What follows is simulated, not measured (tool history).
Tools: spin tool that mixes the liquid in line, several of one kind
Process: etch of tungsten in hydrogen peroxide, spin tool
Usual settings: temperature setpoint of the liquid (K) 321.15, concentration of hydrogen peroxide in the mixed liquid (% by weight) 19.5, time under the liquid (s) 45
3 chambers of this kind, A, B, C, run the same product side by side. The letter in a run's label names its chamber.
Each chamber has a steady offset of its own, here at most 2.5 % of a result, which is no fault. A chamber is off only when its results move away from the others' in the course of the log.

run   hour  temperature setpoint of the liquid (K)  concentration of hydrogen peroxide in the mixed liquid (% by weight)  time under the liquid (s)  read-back film thickness of the tungsten reference wafer, read on the same gauge (nm)  thickness taken off the tungsten on a monitor wafer (angstrom)
       2.5  -- chamber A: new drum of peroxide connected
 1A    8.5                                  321.15                                                                  19.5                         45                                                                                 59.951                                                          399.54
 2C   20.1                                  321.15                                                                  19.5                         45                                                                                 60.015                                                          399.96
 3B   27.0                                  321.15                                                                  19.5                         45                                                                                 60.028                                                          390.95
 4B   37.6                                  321.15                                                                  19.5                         45                                                                                 59.980                                                          391.92
 5C   48.1                                  321.15                                                                  19.5                         45                                                                                 59.981                                                          397.27
 6A   58.0                                  321.15                                                                  19.5                         45                                                                                 60.001                                                          399.59
 7B   72.2                                  330.65                                                                  19.5                         45                                                                                 59.958                                                          687.68
 8A   80.9                                  330.65                                                                  19.5                         45                                                                                 60.063                                                          713.42
 9C   95.6                                  330.65                                                                  19.5                         45                                                                                 60.013                                                          701.33
10B  103.4                                  321.15                                                                  21.5                         25                                                                                 60.003                                                          229.83
11A  111.3                                  321.15                                                                  21.5                         25                                                                                 60.036                                                          233.16
12C  124.2                                  321.15                                                                  21.5                         25                                                                                 59.961                                                          231.32
13B  136.7                                  321.15                                                                  19.5                         45                                                                                 60.040                                                          391.22
14A  146.0                                  321.15                                                                  19.5                         45                                                                                 59.992                                                          396.30
     150.6  -- chamber B: peroxide flow meter replaced
15C  156.9                                  321.15                                                                  19.5                         45                                                                                 59.958                                                          399.22
16B  169.2                                  321.15                                                                  19.5                         45                                                                                 60.036                                                          391.20
     174.8  -- chamber C: new drum of peroxide connected
     179.6  -- chamber A: peroxide flow meter replaced
17A  180.8                                  321.15                                                                  19.5                         45                                                                                 60.014                                                          400.92
18C  192.7                                  321.15                                                                  19.5                         45                                                                                 59.978                                                          399.80
19C  204.5                                  321.15                                                                  19.5                         45                                                                                 60.026                                                          397.84
20B  216.6                                  321.15                                                                  19.5                         45                                                                                 59.993                                                          394.43
21A  229.8                                  312.15                                                                  19.5                         55                                                                                 60.020                                                          271.99
22A  237.4                                  312.15                                                                  19.5                         55                                                                                 60.012                                                          274.55
23C  244.6                                  312.15                                                                  19.5                         55                                                                                 59.950                                                          274.31
24B  257.4                                  321.15                                                                  19.5                         45                                                                                 59.968                                                          391.73
25B  270.9                                  321.15                                                                  19.5                         45                                                                                 60.022                                                          387.93

All 3 chambers run these settings next. Forecast each chamber's results:
26A  282.0                                  321.15                                                                  19.5                         45                                                                                                                                                      ?
26B  282.0                                  321.15                                                                  19.5                         45                                                                                                                                                      ?
26C  282.0                                  321.15                                                                  19.5                         45                                                                                                                                                      ?

run  thickness taken off the tungsten on a monitor wafer (angstrom)
26A                                                          399.42
26B                                                          394.35
26C                                                          396.19
